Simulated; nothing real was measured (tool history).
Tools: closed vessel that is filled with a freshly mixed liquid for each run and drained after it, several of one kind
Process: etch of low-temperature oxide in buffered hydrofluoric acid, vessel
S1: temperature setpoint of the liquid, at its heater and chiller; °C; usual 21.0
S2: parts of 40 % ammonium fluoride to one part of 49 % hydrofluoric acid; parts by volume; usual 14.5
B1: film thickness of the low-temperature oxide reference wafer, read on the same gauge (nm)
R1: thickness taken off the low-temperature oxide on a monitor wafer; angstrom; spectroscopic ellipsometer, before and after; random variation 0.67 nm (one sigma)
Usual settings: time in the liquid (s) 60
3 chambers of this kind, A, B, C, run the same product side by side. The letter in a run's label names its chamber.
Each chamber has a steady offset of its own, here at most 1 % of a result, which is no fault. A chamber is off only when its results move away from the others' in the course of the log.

run 1C hour=6.7 | S1=21.0 S2=14.5 time_in_the_liquid_(s)=60 | B1=40.013 | R1=1223.3
run 2B hour=16.0 | S1=21.0 S2=14.5 time_in_the_liquid_(s)=60 | B1=39.981 | R1=1204.3
run 3A hour=22.4 | S1=21.0 S2=14.5 time_in_the_liquid_(s)=60 | B1=39.978 | R1=1225.4
run 4B hour=29.9 | S1=21.0 S2=14.5 time_in_the_liquid_(s)=60 | B1=40.072 | R1=1205.3
run 5A hour=39.7 | S1=21.0 S2=14.5 time_in_the_liquid_(s)=60 | B1=39.990 | R1=1222.4
run 6C hour=49.1 | S1=21.0 S2=14.5 time_in_the_liquid_(s)=60 | B1=40.020 | R1=1205.7
run 7B hour=53.6 | S1=21.0 S2=14.5 time_in_the_liquid_(s)=60 | B1=40.022 | R1=1210.2
run 8A hour=62.5 | S1=21.0 S2=14.5 time_in_the_liquid_(s)=60 | B1=39.997 | R1=1226.6
run 9C hour=71.0 | S1=21.0 S2=14.5 time_in_the_liquid_(s)=60 | B1=39.991 | R1=1215.0
run 10C hour=75.6 | S1=21.0 S2=14.5 time_in_the_liquid_(s)=60 | B1=40.010 | R1=1203.6
run 11A hour=84.5 | S1=21.0 S2=14.5 time_in_the_liquid_(s)=60 | B1=39.973 | R1=1225.4
run 12B hour=89.0 | S1=21.0 S2=14.5 time_in_the_liquid_(s)=60 | B1=40.024 | R1=1220.7
run 13C hour=97.2 | S1=21.0 S2=11.5 time_in_the_liquid_(s)=95 | B1=39.960 | R1=2394.5
run 14B hour=106.4 | S1=21.0 S2=11.5 time_in_the_liquid_(s)=95 | B1=40.003 | R1=2383.2
run 15A hour=115.8 | S1=21.0 S2=11.5 time_in_the_liquid_(s)=95 | B1=39.986 | R1=2422.7
run 16B hour=121.6 | S1=21.0 S2=14.5 time_in_the_liquid_(s)=60 | B1=40.039 | R1=1224.7
run 17C hour=126.9 | S1=21.0 S2=14.5 time_in_the_liquid_(s)=60 | B1=39.990 | R1=1217.6
run 18A hour=132.0 | S1=21.0 S2=14.5 time_in_the_liquid_(s)=60 | B1=40.017 | R1=1212.4
run 19A hour=136.3 | S1=21.0 S2=14.5 time_in_the_liquid_(s)=60 | B1=40.010 | R1=1215.2
run 20B hour=143.1 | S1=21.0 S2=14.5 time_in_the_liquid_(s)=60 | B1=39.984 | R1=1206.0
run 21C hour=148.8 | S1=21.0 S2=14.5 time_in_the_liquid_(s)=60 | B1=40.011 | R1=1208.0
run 22A hour=154.4 | S1=21.0 S2=14.5 time_in_the_liquid_(s)=60 | B1=39.987 | R1=1215.9
run 23B hour=163.0 | S1=21.0 S2=14.5 time_in_the_liquid_(s)=60 | B1=39.967 | R1=1211.0
run 24C hour=169.8 | S1=18.5 S2=11.5 time_in_the_liquid_(s)=60 | B1=40.001 | R1=1312.0
run 25B hour=175.7 | S1=18.5 S2=11.5 time_in_the_liquid_(s)=60 | B1=39.947 | R1=1311.7
run 26A hour=180.5 | S1=18.5 S2=11.5 time_in_the_liquid_(s)=60 | B1=39.998 | R1=1316.5
run 27C hour=186.9 | S1=21.0 S2=14.5 time_in_the_liquid_(s)=60 | B1=40.003 | R1=1219.4
run 28C hour=195.7 | S1=19.0 S2=14.5 time_in_the_liquid_(s)=60 | B1=40.030 | R1=1064.5
run 29A hour=202.0 | S1=19.0 S2=14.5 time_in_the_liquid_(s)=60 | B1=40.009 | R1=1080.5
run 30B hour=207.2 | S1=19.0 S2=14.5 time_in_the_liquid_(s)=60 | B1=39.986 | R1=1085.3
run 31A hour=212.4 | S1=21.0 S2=14.5 time_in_the_liquid_(s)=60 | B1=39.947 | R1=1211.9
run 32C hour=221.0 | S1=21.0 S2=14.5 time_in_the_liquid_(s)=60 | B1=40.007 | R1=1201.3
run 33B hour=230.6 | S1=21.0 S2=14.5 time_in_the_liquid_(s)=60 | B1=39.996 | R1=1198.6
run 34A hour=240.1 | S1=21.0 S2=14.5 time_in_the_liquid_(s)=60 | B1=39.965 | R1=1211.4

What goes on in this fleet: one chamber off, a drifting gauge, or nothing beyond the chambers' own small offsets? Name the chamber and the cause, if any.

No chamber stands off beyond its own small offset, and the gauge holds steady.

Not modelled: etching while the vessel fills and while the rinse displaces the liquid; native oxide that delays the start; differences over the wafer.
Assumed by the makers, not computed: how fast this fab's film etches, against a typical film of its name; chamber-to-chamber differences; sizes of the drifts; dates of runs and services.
